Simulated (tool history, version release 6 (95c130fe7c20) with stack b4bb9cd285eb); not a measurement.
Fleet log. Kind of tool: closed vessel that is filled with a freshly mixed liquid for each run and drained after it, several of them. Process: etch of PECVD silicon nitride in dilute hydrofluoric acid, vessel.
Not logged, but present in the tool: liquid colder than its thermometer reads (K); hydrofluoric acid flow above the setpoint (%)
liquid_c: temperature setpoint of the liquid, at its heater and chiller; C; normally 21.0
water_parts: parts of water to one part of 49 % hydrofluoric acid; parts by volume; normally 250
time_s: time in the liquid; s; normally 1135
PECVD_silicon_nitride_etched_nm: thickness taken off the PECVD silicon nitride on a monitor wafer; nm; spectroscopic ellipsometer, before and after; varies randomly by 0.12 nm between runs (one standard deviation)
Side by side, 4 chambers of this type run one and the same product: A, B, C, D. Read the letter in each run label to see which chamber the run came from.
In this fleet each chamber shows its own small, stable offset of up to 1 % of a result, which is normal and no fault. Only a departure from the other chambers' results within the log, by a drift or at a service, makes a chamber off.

| run | day | liquid_c | water_parts | time_s | hours since the thermometer was replaced | hours since the hydrofluoric acid flow meter was replaced | read-back film thickness of the PECVD silicon nitride reference wafer, read on the same gauge (nm) | PECVD_silicon_nitride_etched_nm |
|---|---|---|---|---|---|---|---|---|
| 1D | 0.238 | 21.0 | 250 | 1135 | 182.3 | 1130.1 | 90.001 | 21.910 |
| 2A | 0.408 | 21.0 | 250 | 1135 | 459.1 | 707.3 | 89.963 | 21.574 |
| 3B | 0.596 | 21.0 | 250 | 1135 | 267.0 | 1282.8 | 90.031 | 21.322 |
| 4C | 0.846 | 21.0 | 250 | 1135 | 1378.3 | 82.7 | 89.952 | 21.319 |
| 5C | 1.012 | 21.0 | 250 | 1135 | 1382.3 | 86.7 | 90.011 | 21.523 |
| 6D | 1.329 | 24.0 | 250 | 600 | 208.5 | 1156.3 | 90.014 | 13.925 |
| 7B | 1.600 | 24.0 | 250 | 600 | 291.1 | 1306.9 | 90.024 | 13.799 |
| 8A | 1.942 | 24.0 | 250 | 600 | 495.9 | 744.1 | 90.061 | 13.788 |
| 9B | 2.267 | 24.0 | 250 | 600 | 307.1 | 1322.9 | 90.005 | 13.693 |
| 10C | 2.483 | 21.0 | 250 | 1135 | 1417.6 | 122.0 | 90.036 | 21.459 |
| 11A | 2.683 | 21.0 | 250 | 1135 | 513.7 | 761.9 | 90.000 | 21.431 |
| 12D | 3.033 | 21.0 | 250 | 1135 | 249.4 | 1197.2 | 90.014 | 21.520 |
| 13B | 3.362 | 21.0 | 250 | 1135 | 333.4 | 1349.2 | 90.013 | 21.409 |
| 14D | 3.688 | 18.5 | 170 | 1135 | 265.1 | 1212.9 | 90.007 | 26.723 |
| 15C | 3.858 | 18.5 | 170 | 1135 | 1450.6 | 155.0 | 89.976 | 26.433 |
| 16A | 4.142 | 18.5 | 170 | 1135 | 548.7 | 796.9 | 90.010 | 26.926 |
| 17B | 4.442 | 18.5 | 170 | 1135 | 359.3 | 1375.1 | 89.981 | 27.043 |
| 18C | 4.608 | 21.0 | 250 | 1135 | 1468.6 | 173.0 | 89.989 | 21.576 |
| 19D | 4.921 | 21.0 | 250 | 1135 | 294.7 | 1242.5 | 89.951 | 21.637 |
| 20A | 5.083 | 21.0 | 250 | 1135 | 571.3 | 819.5 | 90.019 | 22.008 |
| 21D | 5.308 | 21.0 | 250 | 1605 | 304.0 | 1251.8 | 89.984 | 30.673 |
| 22C | 5.654 | 21.0 | 250 | 1605 | 1493.7 | 198.1 | 89.995 | 30.362 |
| 23A | 5.817 | 21.0 | 250 | 1605 | 588.9 | 837.1 | 89.945 | 31.156 |
| 24B | 6.129 | 21.0 | 250 | 1605 | 399.8 | 1415.6 | 89.974 | 30.245 |
| 25C | 6.317 | 21.0 | 250 | 1135 | 1509.6 | 214.0 | 90.028 | 21.511 |
| 26B | 6.517 | 21.0 | 250 | 1135 | 409.1 | 1424.9 | 90.023 | 21.415 |
| 27A | 6.850 | 21.0 | 250 | 1135 | 613.7 | 861.9 | 90.035 | 22.221 |
| 28D | 7.104 | 23.5 | 250 | 1610 | 347.1 | 1294.9 | 90.028 | 35.993 |
| 29D | 7.304 | 23.5 | 250 | 1610 | 351.9 | 1299.7 | 90.016 | 35.721 |
| 30C | 7.629 | 23.5 | 250 | 1610 | 1541.1 | 245.5 | 90.044 | 35.748 |
| 31B | 7.858 | 23.5 | 250 | 1610 | 441.3 | 1457.1 | 90.002 | 35.668 |
| 32A | 8.208 | 21.0 | 250 | 1135 | 646.3 | 894.5 | 90.050 | 22.587 |
| 33D | 8.542 | 21.0 | 250 | 1135 | 381.6 | 1329.4 | 90.006 | 21.591 |
| 34A | 8.829 | 25.0 | 250 | 1375 | 661.2 | 909.4 | 90.002 | 35.682 |
| 35C | 9.112 | 25.0 | 250 | 1375 | 1576.7 | 281.1 | 89.961 | 32.973 |

Each of the 4 chambers runs these same settings next. Fill in every chamber's results:
| 36A | 9.367 | 21.0 | 250 | 1470 |  |  |  | ? |
| 36B | 9.367 | 21.0 | 250 | 1470 |  |  |  | ? |
| 36C | 9.367 | 21.0 | 250 | 1470 |  |  |  | ? |
| 36D | 9.367 | 21.0 | 250 | 1470 |  |  |  | ? |

| run | PECVD_silicon_nitride_etched_nm |
|---|---|
| 36A | 29.750 |
| 36B | 27.944 |
| 36C | 27.647 |
| 36D | 28.213 |

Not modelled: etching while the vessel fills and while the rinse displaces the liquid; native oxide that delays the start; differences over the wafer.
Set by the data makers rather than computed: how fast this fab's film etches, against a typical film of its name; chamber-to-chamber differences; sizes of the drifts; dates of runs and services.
